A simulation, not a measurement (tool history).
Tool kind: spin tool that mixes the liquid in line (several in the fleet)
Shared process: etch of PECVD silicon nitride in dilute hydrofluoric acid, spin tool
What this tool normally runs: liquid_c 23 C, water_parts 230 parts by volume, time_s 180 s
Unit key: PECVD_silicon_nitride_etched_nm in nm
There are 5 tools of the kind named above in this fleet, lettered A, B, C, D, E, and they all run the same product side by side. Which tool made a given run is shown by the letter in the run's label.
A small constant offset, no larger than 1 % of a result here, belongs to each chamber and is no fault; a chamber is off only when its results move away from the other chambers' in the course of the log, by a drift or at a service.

run	hour	liquid_c	water_parts	time_s	hours since the thermometer was replaced	hours since the hydrofluoric acid flow meter was replaced	read-back film thickness of the PECVD silicon nitride reference wafer, read on the same gauge (nm)	PECVD_silicon_nitride_etched_nm
1E	12.9	23	230	180	244.9	818.9	80.016	3.4681
2C	19.9	23	230	180	438	823.4	80.048	3.525
3B	32.2	23	230	180	806.9	474.1	79.995	3.4504
4A	44.6	23	230	180	1039.1	157.8	80.001	3.5169
5D	52.2	23	230	180	533.7	416.1	79.999	3.4622
6E	64.8	23	315	180	296.8	870.8	79.988	2.5744
7C	76	23	315	180	494.1	879.5	80.006	2.5453
8D	87	23	315	180	568.5	450.9	79.966	2.5482
9A	96.3	23	315	180	1090.8	209.5	79.997	2.5581
10B	109.5	23	315	180	884.2	551.4	80.044	2.5322
11D	118.2	23	230	145	599.7	482.1	79.976	2.8918
12B	131.9	23	230	145	906.6	573.8	80.014	2.7353
# hour 138.6: chamber B: hydrofluoric acid flow meter replaced
13A	138.6	23	230	145	1133.1	251.8	80.011	2.8348
14C	148.8	23	230	145	566.9	952.3	80.018	2.8387
15E	158.1	23	230	145	390.1	964.1	80.011	2.7736
16E	166.3	23	230	180	398.3	972.3	80.029	3.4759
17C	176.4	23	230	180	594.5	979.9	80.019	3.487
18B	184.9	24.5	305	180	959.6	46.4	79.992	2.8705
19D	195.8	24.5	305	180	677.3	559.7	80	2.9847
20A	203.5	24.5	305	180	1198	316.7	80.042	2.8764
21A	217	24.5	305	180	1211.5	330.2	80.012	2.8786
22B	225	24.5	305	180	999.7	86.5	79.955	2.8708
23E	236.8	23	230	180	468.8	1042.8	79.989	3.4663
24C	248.9	23	230	180	667	1052.4	80.008	3.4795
25D	260.2	23	230	180	741.7	624.1	80.024	3.6426
26B	267.3	23	230	180	1042	128.8	80.009	3.4932
27D	273.3	23	230	180	754.8	637.2	80	3.7839
28C	284.4	23	230	180	702.5	1087.9	79.994	3.4716
29A	292.5	23	230	80	1287	405.7	80.007	1.53
30E	304	23	230	80	536	1110	80.043	1.5523
31C	316.4	23	230	80	734.5	1119.9	80.007	1.5582
# hour 318.6: chamber C: thermometer replaced
# hour 322.7: chamber B: thermometer replaced
32B	329.6	23	230	80	6.9	191.1	79.998	1.5142
33E	335.5	23	230	80	567.5	1141.5	80.014	1.5555
34A	345.6	19.5	230	80	1340.1	458.8	79.981	1.2427
35D	354.1	19.5	230	80	835.6	718	79.995	1.3556
36E	367.4	19.5	230	80	599.4	1173.4	79.994	1.2325
37C	378.2	19.5	230	80	59.6	1181.7	79.977	1.2408
38D	388.9	19.5	230	80	870.4	752.8	80.003	1.3741
39B	396.9	21.5	230	180	74.2	258.4	79.99	3.1118
40A	406.4	21.5	230	180	1400.9	519.6	79.999	3.1597
41E	418.7	21.5	230	180	650.7	1224.7	79.959	3.2046
42B	429.6	21.5	230	180	106.9	291.1	79.967	3.1487
43C	438.6	21.5	230	180	120	1242.1	79.993	3.2019

Decide between three cases: one chamber stands off from its peers, the gauge reading all wafers drifts, or nothing is wrong past each chamber's small offset. Where a chamber is off, say which and what most likely put it there.

It is chamber D that slowly wanders off from its peers.
Likeliest cause: liquid hotter than its thermometer reads (K) = 2.02.
The log may not separate it from: hydrofluoric acid flow above the setpoint (%).

Here are 4 candidates for chamber D's next run, each the usual settings with a change, their results left as question marks. Which one brings its results back in line with what the others give on the usual settings?
A result is in line if it is within this distance of the other chambers' mean on the usual settings: PECVD_silicon_nitride_etched_nm 0.12 nm
44D-1	448.4	22	270	180				?
44D-2	448.4	22.5	240	170				?
44D-3	448.4	24	195	180				?
44D-4	448.4	23.5	220	190				?

Other chambers, usual settings, mean: PECVD_silicon_nitride_etched_nm 3.4809 nm
run	PECVD_silicon_nitride_etched_nm
44D-1	3.1332
44D-2	3.4281
44D-3	4.8995
44D-4	4.4447
The right change is 44D-2: it brings the chamber back within the allowed miss of the others.
